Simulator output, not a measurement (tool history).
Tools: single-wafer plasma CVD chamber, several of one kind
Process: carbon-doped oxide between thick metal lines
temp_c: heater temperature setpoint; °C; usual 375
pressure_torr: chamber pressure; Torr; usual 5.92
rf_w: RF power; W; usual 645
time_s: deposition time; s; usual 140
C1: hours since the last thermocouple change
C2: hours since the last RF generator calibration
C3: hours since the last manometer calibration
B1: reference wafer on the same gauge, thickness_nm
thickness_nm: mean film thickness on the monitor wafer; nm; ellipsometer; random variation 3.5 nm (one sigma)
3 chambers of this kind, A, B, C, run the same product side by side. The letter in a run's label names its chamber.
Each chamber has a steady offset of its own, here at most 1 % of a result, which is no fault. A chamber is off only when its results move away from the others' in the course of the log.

run 1B day=0.25 | temp_c=375 pressure_torr=5.92 rf_w=645 time_s=140 | C1=1070.1 C2=1041.1 C3=549.8 | B1=759.04 | thickness_nm=788.31
run 2C day=0.562 | temp_c=375 pressure_torr=5.92 rf_w=645 time_s=140 | C1=233.8 C2=515.9 C3=699.6 | B1=758.12 | thickness_nm=805.34
-- day=0.654 chamber B: thermocouple changed; heater temperature recalibrated
run 3A day=0.808 | temp_c=375 pressure_torr=5.92 rf_w=645 time_s=140 | C1=2175.6 C2=973.4 C3=320.8 | B1=759.14 | thickness_nm=794.49
run 4A day=1.029 | temp_c=375 pressure_torr=5.92 rf_w=645 time_s=140 | C1=2180.9 C2=978.7 C3=326.1 | B1=759.06 | thickness_nm=798.47
run 5C day=1.2 | temp_c=375 pressure_torr=5.92 rf_w=560 time_s=140 | C1=249.1 C2=531.2 C3=714.9 | B1=759.76 | thickness_nm=739.56
run 6B day=1.479 | temp_c=375 pressure_torr=5.92 rf_w=560 time_s=140 | C1=19.8 C2=1070.6 C3=579.3 | B1=759.59 | thickness_nm=726.99
run 7B day=1.817 | temp_c=375 pressure_torr=5.92 rf_w=560 time_s=140 | C1=27.9 C2=1078.7 C3=587.4 | B1=758.82 | thickness_nm=727.46
run 8C day=2.017 | temp_c=375 pressure_torr=7.12 rf_w=645 time_s=140 | C1=268.7 C2=550.8 C3=734.5 | B1=759.94 | thickness_nm=814.92
run 9A day=2.229 | temp_c=375 pressure_torr=7.12 rf_w=645 time_s=140 | C1=2209.7 C2=1007.5 C3=354.9 | B1=759.35 | thickness_nm=806.97
run 10C day=2.475 | temp_c=375 pressure_torr=7.12 rf_w=645 time_s=140 | C1=279.7 C2=561.8 C3=745.5 | B1=758.7 | thickness_nm=813.51
run 11B day=2.742 | temp_c=375 pressure_torr=5.92 rf_w=645 time_s=140 | C1=50.1 C2=1100.9 C3=609.6 | B1=759.58 | thickness_nm=786.69
run 12A day=2.988 | temp_c=375 pressure_torr=5.92 rf_w=645 time_s=140 | C1=2227.9 C2=1025.7 C3=373.1 | B1=758.49 | thickness_nm=797.52
run 13C day=3.283 | temp_c=375 pressure_torr=5.92 rf_w=645 time_s=140 | C1=299.1 C2=581.2 C3=764.9 | B1=758.42 | thickness_nm=802.92
run 14B day=3.529 | temp_c=375 pressure_torr=5.92 rf_w=645 time_s=140 | C1=69 C2=1119.8 C3=628.5 | B1=759.26 | thickness_nm=798.66
run 15A day=3.858 | temp_c=375 pressure_torr=5.92 rf_w=645 time_s=140 | C1=2248.8 C2=1046.6 C3=394 | B1=759.37 | thickness_nm=795.99
run 16B day=4.208 | temp_c=375 pressure_torr=5.92 rf_w=645 time_s=140 | C1=85.3 C2=1136.1 C3=644.8 | B1=758.53 | thickness_nm=790.23
run 17A day=4.479 | temp_c=375 pressure_torr=5.92 rf_w=645 time_s=140 | C1=2263.7 C2=1061.5 C3=408.9 | B1=759.7 | thickness_nm=800.76
run 18C day=4.788 | temp_c=375 pressure_torr=5.92 rf_w=645 time_s=140 | C1=335.2 C2=617.3 C3=801 | B1=759.66 | thickness_nm=801.15
run 19B day=5.05 | temp_c=375 pressure_torr=5.92 rf_w=645 time_s=140 | C1=105.5 C2=1156.3 C3=665 | B1=758.66 | thickness_nm=795.01
run 20A day=5.358 | temp_c=375 pressure_torr=5.92 rf_w=645 time_s=140 | C1=2284.8 C2=1082.6 C3=430 | B1=758.59 | thickness_nm=793.66
run 21C day=5.6 | temp_c=375 pressure_torr=5.92 rf_w=645 time_s=140 | C1=354.7 C2=636.8 C3=820.5 | B1=760.12 | thickness_nm=807.7
run 22B day=5.779 | temp_c=375 pressure_torr=5.92 rf_w=645 time_s=140 | C1=123 C2=1173.8 C3=682.5 | B1=759.11 | thickness_nm=795.49
run 23A day=6.071 | temp_c=375 pressure_torr=5.92 rf_w=645 time_s=140 | C1=2301.9 C2=1099.7 C3=447.1 | B1=759.12 | thickness_nm=801.44
run 24C day=6.225 | temp_c=375 pressure_torr=5.92 rf_w=645 time_s=140 | C1=369.7 C2=651.8 C3=835.5 | B1=758.67 | thickness_nm=799.46
run 25B day=6.496 | temp_c=375 pressure_torr=5.92 rf_w=645 time_s=140 | C1=140.2 C2=1191 C3=699.7 | B1=758.48 | thickness_nm=797.63
run 26C day=6.708 | temp_c=375 pressure_torr=5.92 rf_w=645 time_s=140 | C1=381.3 C2=663.4 C3=847.1 | B1=758.83 | thickness_nm=801.83
run 27A day=6.942 | temp_c=375 pressure_torr=5.92 rf_w=645 time_s=140 | C1=2322.8 C2=1120.6 C3=468 | B1=759.7 | thickness_nm=798.08
run 28B day=7.242 | temp_c=375 pressure_torr=5.92 rf_w=645 time_s=140 | C1=158.1 C2=1208.9 C3=717.6 | B1=758.89 | thickness_nm=794.03
run 29A day=7.504 | temp_c=375 pressure_torr=5.92 rf_w=645 time_s=140 | C1=2336.3 C2=1134.1 C3=481.5 | B1=758.9 | thickness_nm=792.07
run 30C day=7.733 | temp_c=375 pressure_torr=5.92 rf_w=645 time_s=140 | C1=405.9 C2=688 C3=871.7 | B1=758.96 | thickness_nm=801.64
run 31B day=7.95 | temp_c=375 pressure_torr=5.92 rf_w=645 time_s=140 | C1=175.1 C2=1225.9 C3=734.6 | B1=759.37 | thickness_nm=791.31
run 32C day=8.183 | temp_c=375 pressure_torr=5.92 rf_w=645 time_s=140 | C1=416.7 C2=698.8 C3=882.5 | B1=758.89 | thickness_nm=800.59
run 33A day=8.508 | temp_c=375 pressure_torr=5.92 rf_w=685 time_s=140 | C1=2360.4 C2=1158.2 C3=505.6 | B1=758.92 | thickness_nm=830.62
run 34C day=8.767 | temp_c=375 pressure_torr=5.92 rf_w=685 time_s=140 | C1=430.7 C2=712.8 C3=896.5 | B1=758.95 | thickness_nm=832.72
run 35A day=9.071 | temp_c=375 pressure_torr=5.92 rf_w=685 time_s=140 | C1=2373.9 C2=1171.7 C3=519.1 | B1=758.54 | thickness_nm=826.18
run 36B day=9.371 | temp_c=375 pressure_torr=5.92 rf_w=645 time_s=140 | C1=209.2 C2=1260 C3=768.7 | B1=758.86 | thickness_nm=791.56
run 37C day=9.629 | temp_c=375 pressure_torr=5.92 rf_w=645 time_s=140 | C1=451.4 C2=733.5 C3=917.2 | B1=758.91 | thickness_nm=807.13
run 38B day=9.792 | temp_c=375 pressure_torr=5.92 rf_w=645 time_s=140 | C1=219.3 C2=1270.1 C3=778.8 | B1=758.7 | thickness_nm=787.93
run 39A day=10.079 | temp_c=375 pressure_torr=5.92 rf_w=645 time_s=140 | C1=2398.1 C2=1195.9 C3=543.3 | B1=759.99 | thickness_nm=794.25
run 40A day=10.254 | temp_c=375 pressure_torr=5.92 rf_w=555 time_s=140 | C1=2402.3 C2=1200.1 C3=547.5 | B1=759.42 | thickness_nm=727.02

Is one chamber off against the others, does the gauge drift, or is nothing wrong? If a chamber is off, say which, and what the likeliest cause is.

No chamber stands off beyond its own small offset, and the gauge holds steady.

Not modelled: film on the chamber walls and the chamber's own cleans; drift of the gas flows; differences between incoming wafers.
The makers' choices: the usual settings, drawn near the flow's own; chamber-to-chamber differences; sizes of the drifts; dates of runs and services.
